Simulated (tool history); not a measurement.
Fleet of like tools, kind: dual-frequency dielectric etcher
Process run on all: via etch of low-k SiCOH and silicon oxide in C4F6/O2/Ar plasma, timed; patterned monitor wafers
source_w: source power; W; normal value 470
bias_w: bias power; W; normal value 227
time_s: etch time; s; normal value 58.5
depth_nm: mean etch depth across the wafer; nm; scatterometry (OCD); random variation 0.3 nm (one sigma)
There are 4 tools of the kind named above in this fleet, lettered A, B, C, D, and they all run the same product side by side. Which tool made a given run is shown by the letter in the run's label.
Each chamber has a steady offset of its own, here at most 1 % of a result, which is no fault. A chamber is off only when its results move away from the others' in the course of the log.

run	hour	source_w	bias_w	time_s	read-back reference wafer on the same gauge, depth_nm	depth_nm
1C	4	470	227	58.5	203.07	176.93
2A	10.4	470	227	58.5	203.04	175.78
3B	13.9	470	227	58.5	203.08	176.34
4D	19.9	470	227	58.5	203.17	173.89
5D	26.3	430	227	65.5	203.24	188.4
6B	30.7	430	227	65.5	203.24	191.55
7C	36.9	430	227	65.5	203.26	191.84
8A	40.2	430	227	65.5	203.31	190.83
9A	46.1	470	227	58.5	203.34	176.46
10C	50.3	470	227	58.5	203.41	177.33
11D	56.8	470	227	58.5	203.51	174.08
# hour 60.4: chamber C: wet clean of the chamber
12B	60.5	470	227	58.5	203.45	177.08
13D	63.5	470	227	58.5	203.45	174.02
14A	68.6	470	227	42.5	203.59	127.68
15B	74.2	470	227	42.5	203.53	128.62
16C	78.5	470	227	42.5	203.6	128.68
17D	81.9	470	227	42.5	203.57	127.07
18B	87.1	470	227	58.5	203.56	177.24
19A	91.4	470	227	58.5	203.71	176.49
20C	96.4	470	227	58.5	203.7	177.6
21D	102.8	520	227	58.5	203.72	181.55
22A	105.8	520	227	58.5	203.88	183.92
23B	111	520	227	58.5	203.92	184.51
24C	117.3	520	227	58.5	203.97	184.72
25C	121.8	470	227	58.5	203.98	177.91
26A	126.4	470	227	58.5	204.01	177.27
27D	131.9	470	227	58.5	203.94	174.06
28B	135.5	470	227	58.5	204.19	177.18
29B	141.5	470	227	58.5	204.06	178.21
30A	147.9	470	227	58.5	204.15	177.64
31D	150.7	470	227	58.5	204.1	174.74
32C	156	470	227	58.5	204.21	177.74
33B	160.6	360	227	63.5	204.35	174.34
34D	165.1	360	227	63.5	204.22	171.41
35C	170.1	360	227	63.5	204.23	174.75
36A	173.4	360	227	63.5	204.42	174.04
37B	177.9	470	227	58.5	204.36	178.54
38C	181.6	470	227	58.5	204.46	177.55

All chambers now run identical settings, listed one chamber a line with results as question marks. What results will each chamber show?
39A	186.3	470	227	58.5		?
39B	186.3	470	227	58.5		?
39C	186.3	470	227	58.5		?
39D	186.3	470	227	58.5		?

run	depth_nm
39A	177.07
39B	178.39
39C	178.49
39D	174.98
